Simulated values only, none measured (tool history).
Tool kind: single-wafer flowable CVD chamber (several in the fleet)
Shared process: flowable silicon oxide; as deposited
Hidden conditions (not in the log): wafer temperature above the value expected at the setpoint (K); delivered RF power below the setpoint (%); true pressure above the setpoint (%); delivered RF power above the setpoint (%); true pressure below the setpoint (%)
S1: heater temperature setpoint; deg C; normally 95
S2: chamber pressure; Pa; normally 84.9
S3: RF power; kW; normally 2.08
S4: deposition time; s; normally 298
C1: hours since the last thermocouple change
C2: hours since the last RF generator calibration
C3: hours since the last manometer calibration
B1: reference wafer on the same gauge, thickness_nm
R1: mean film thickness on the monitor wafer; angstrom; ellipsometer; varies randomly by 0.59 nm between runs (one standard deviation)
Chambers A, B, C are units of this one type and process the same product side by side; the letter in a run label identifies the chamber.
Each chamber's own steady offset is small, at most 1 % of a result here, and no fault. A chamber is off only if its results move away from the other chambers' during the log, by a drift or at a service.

{"run": "1B", "hour": 5.2, "S1": 95, "S2": 84.9, "S3": 2.08, "S4": 298, "C1": 369.8, "C2": 357, "C3": 842.6, "B1": 128.06, "R1": 1563.1}
{"run": "2A", "hour": 8.5, "S1": 95, "S2": 84.9, "S3": 2.08, "S4": 298, "C1": 1020.9, "C2": 710.6, "C3": 737, "B1": 128, "R1": 1582.4}
{"run": "3C", "hour": 13.2, "S1": 95, "S2": 84.9, "S3": 2.08, "S4": 298, "C1": 1090.5, "C2": 776.2, "C3": 1566.5, "B1": 128.04, "R1": 1592.8}
{"run": "4C", "hour": 16.7, "S1": 95, "S2": 84.9, "S3": 2.08, "S4": 298, "C1": 1094, "C2": 779.7, "C3": 1570, "B1": 128, "R1": 1586.1}
{"run": "5B", "hour": 21.1, "S1": 95, "S2": 84.9, "S3": 2.08, "S4": 298, "C1": 385.7, "C2": 372.9, "C3": 858.5, "B1": 128, "R1": 1574.1}
{"run": "6A", "hour": 25.7, "S1": 95, "S2": 84.9, "S3": 2.08, "S4": 298, "C1": 1038.1, "C2": 727.8, "C3": 754.2, "B1": 128.02, "R1": 1582.2}
{"run": "7A", "hour": 29.3, "S1": 95, "S2": 97.7, "S3": 1.91, "S4": 298, "C1": 1041.7, "C2": 731.4, "C3": 757.8, "B1": 127.96, "R1": 1876.3}
{"run": "8B", "hour": 32.4, "S1": 95, "S2": 97.7, "S3": 1.91, "S4": 298, "C1": 397, "C2": 384.2, "C3": 869.8, "B1": 127.99, "R1": 1857}
{"run": "9C", "hour": 37.6, "S1": 95, "S2": 97.7, "S3": 1.91, "S4": 298, "C1": 1114.9, "C2": 800.6, "C3": 1590.9, "B1": 127.87, "R1": 1887.7}
{"run": "10B", "hour": 41.0, "S1": 95, "S2": 84.9, "S3": 2.08, "S4": 298, "C1": 405.6, "C2": 392.8, "C3": 878.4, "B1": 128.04, "R1": 1586.4}
{"run": "11C", "hour": 44.3, "S1": 95, "S2": 84.9, "S3": 2.08, "S4": 298, "C1": 1121.6, "C2": 807.3, "C3": 1597.6, "B1": 128.09, "R1": 1595.8}
{"run": "12A", "hour": 49.1, "S1": 95, "S2": 84.9, "S3": 2.08, "S4": 298, "C1": 1061.5, "C2": 751.2, "C3": 777.6, "B1": 128.03, "R1": 1584.1}
{"run": "13C", "hour": 51.9, "S1": 95, "S2": 84.9, "S3": 2.08, "S4": 298, "C1": 1129.2, "C2": 814.9, "C3": 1605.2, "B1": 128.06, "R1": 1580.8}
{"run": "14A", "hour": 55.4, "S1": 95, "S2": 84.9, "S3": 2.08, "S4": 298, "C1": 1067.8, "C2": 757.5, "C3": 783.9, "B1": 128.06, "R1": 1579.7}
{"run": "15B", "hour": 59.5, "S1": 95, "S2": 84.9, "S3": 2.08, "S4": 298, "C1": 424.1, "C2": 411.3, "C3": 896.9, "B1": 127.95, "R1": 1567.2}
{"run": "16A", "hour": 62.5, "S1": 95, "S2": 84.9, "S3": 2.08, "S4": 298, "C1": 1074.9, "C2": 764.6, "C3": 791, "B1": 127.99, "R1": 1575.9}
{"run": "17B", "hour": 65.2, "S1": 95, "S2": 84.9, "S3": 2.08, "S4": 298, "C1": 429.8, "C2": 417, "C3": 902.6, "B1": 127.89, "R1": 1565.8}
{"run": "18C", "hour": 70.8, "S1": 95, "S2": 84.9, "S3": 2.08, "S4": 298, "C1": 1148.1, "C2": 833.8, "C3": 1624.1, "B1": 127.97, "R1": 1587.5}
{"run": "19C", "hour": 74.4, "S1": 95, "S2": 84.9, "S3": 2.08, "S4": 298, "C1": 1151.7, "C2": 837.4, "C3": 1627.7, "B1": 128.07, "R1": 1587.9}
{"run": "20A", "hour": 80.0, "S1": 95, "S2": 84.9, "S3": 2.08, "S4": 298, "C1": 1092.4, "C2": 782.1, "C3": 808.5, "B1": 127.88, "R1": 1580.7}
{"run": "21B", "hour": 84.0, "S1": 95, "S2": 84.9, "S3": 2.08, "S4": 298, "C1": 448.6, "C2": 435.8, "C3": 921.4, "B1": 127.98, "R1": 1554.5}
{"run": "22B", "hour": 87.8, "S1": 95, "S2": 84.9, "S3": 2.27, "S4": 298, "C1": 452.4, "C2": 439.6, "C3": 925.2, "B1": 127.98, "R1": 1588.4}
{"run": "23C", "hour": 92.9, "S1": 95, "S2": 84.9, "S3": 2.27, "S4": 298, "C1": 1170.2, "C2": 855.9, "C3": 1646.2, "B1": 127.95, "R1": 1609.7}
{"run": "24A", "hour": 97.7, "S1": 95, "S2": 84.9, "S3": 2.27, "S4": 298, "C1": 1110.1, "C2": 799.8, "C3": 826.2, "B1": 127.98, "R1": 1607.6}
{"run": "25B", "hour": 102.8, "S1": 95, "S2": 84.9, "S3": 2.08, "S4": 298, "C1": 467.4, "C2": 454.6, "C3": 940.2, "B1": 127.85, "R1": 1556.3}
{"run": "26A", "hour": 107.5, "S1": 95, "S2": 84.9, "S3": 2.08, "S4": 298, "C1": 1119.9, "C2": 809.6, "C3": 836, "B1": 127.94, "R1": 1582.2}
{"run": "27C", "hour": 112.7, "S1": 95, "S2": 84.9, "S3": 2.08, "S4": 298, "C1": 1190, "C2": 875.7, "C3": 1666, "B1": 128.03, "R1": 1598.3}
{"run": "28C", "hour": 116.0, "S1": 95, "S2": 100, "S3": 2.08, "S4": 298, "C1": 1193.3, "C2": 879, "C3": 1669.3, "B1": 128.05, "R1": 1970.9}
{"run": "29A", "hour": 119.5, "S1": 95, "S2": 100, "S3": 2.08, "S4": 298, "C1": 1131.9, "C2": 821.6, "C3": 848, "B1": 128.01, "R1": 1975.4}
{"run": "30B", "hour": 122.9, "S1": 95, "S2": 100, "S3": 2.08, "S4": 298, "C1": 487.5, "C2": 474.7, "C3": 960.3, "B1": 128.03, "R1": 1906}
{"run": "31B", "hour": 128.1, "S1": 95, "S2": 84.9, "S3": 2.08, "S4": 298, "C1": 492.7, "C2": 479.9, "C3": 965.5, "B1": 128.06, "R1": 1538}
{"run": "32A", "hour": 131.7, "S1": 95, "S2": 84.9, "S3": 2.08, "S4": 298, "C1": 1144.1, "C2": 833.8, "C3": 860.2, "B1": 128.05, "R1": 1577.7}
{"run": "33C", "hour": 137.0, "S1": 95, "S2": 84.9, "S3": 2.08, "S4": 298, "C1": 1214.3, "C2": 900, "C3": 1690.3, "B1": 128.02, "R1": 1596.4}
{"run": "34C", "hour": 139.7, "S1": 95, "S2": 67.6, "S3": 2.08, "S4": 335, "C1": 1217, "C2": 902.7, "C3": 1693, "B1": 128.15, "R1": 1301.6}
{"run": "35A", "hour": 143.8, "S1": 95, "S2": 67.6, "S3": 2.08, "S4": 335, "C1": 1156.2, "C2": 845.9, "C3": 872.3, "B1": 127.99, "R1": 1297.9}
{"run": "36B", "hour": 147.5, "S1": 95, "S2": 67.6, "S3": 2.08, "S4": 335, "C1": 512.1, "C2": 499.3, "C3": 984.9, "B1": 127.97, "R1": 1243.2}
{"run": "37C", "hour": 151.3, "S1": 95, "S2": 84.9, "S3": 2.08, "S4": 298, "C1": 1228.6, "C2": 914.3, "C3": 1704.6, "B1": 128.03, "R1": 1592.8}
{"run": "38A", "hour": 153.8, "S1": 95, "S2": 84.9, "S3": 2.08, "S4": 298, "C1": 1166.2, "C2": 855.9, "C3": 882.3, "B1": 128, "R1": 1575}
{"run": "39B", "hour": 158.1, "S1": 95, "S2": 65.2, "S3": 1.885, "S4": 298, "C1": 522.7, "C2": 509.9, "C3": 995.5, "B1": 127.92, "R1": 1023.2}
{"run": "40A", "hour": 163.2, "S1": 95, "S2": 65.2, "S3": 1.885, "S4": 298, "C1": 1175.6, "C2": 865.3, "C3": 891.7, "B1": 128.07, "R1": 1065.4}

Next, all 3 chambers run the settings below, one line each with question marks for the results. What does each chamber give?
{"run": "41A", "hour": 167.3, "S1": 95, "S2": 84.9, "S3": 2.08, "S4": 345, "R1": "?"}
{"run": "41B", "hour": 167.3, "S1": 95, "S2": 84.9, "S3": 2.08, "S4": 345, "R1": "?"}
{"run": "41C", "hour": 167.3, "S1": 95, "S2": 84.9, "S3": 2.08, "S4": 345, "R1": "?"}

run=41A R1=1831.5
run=41B R1=1750.5
run=41C R1=1839.7

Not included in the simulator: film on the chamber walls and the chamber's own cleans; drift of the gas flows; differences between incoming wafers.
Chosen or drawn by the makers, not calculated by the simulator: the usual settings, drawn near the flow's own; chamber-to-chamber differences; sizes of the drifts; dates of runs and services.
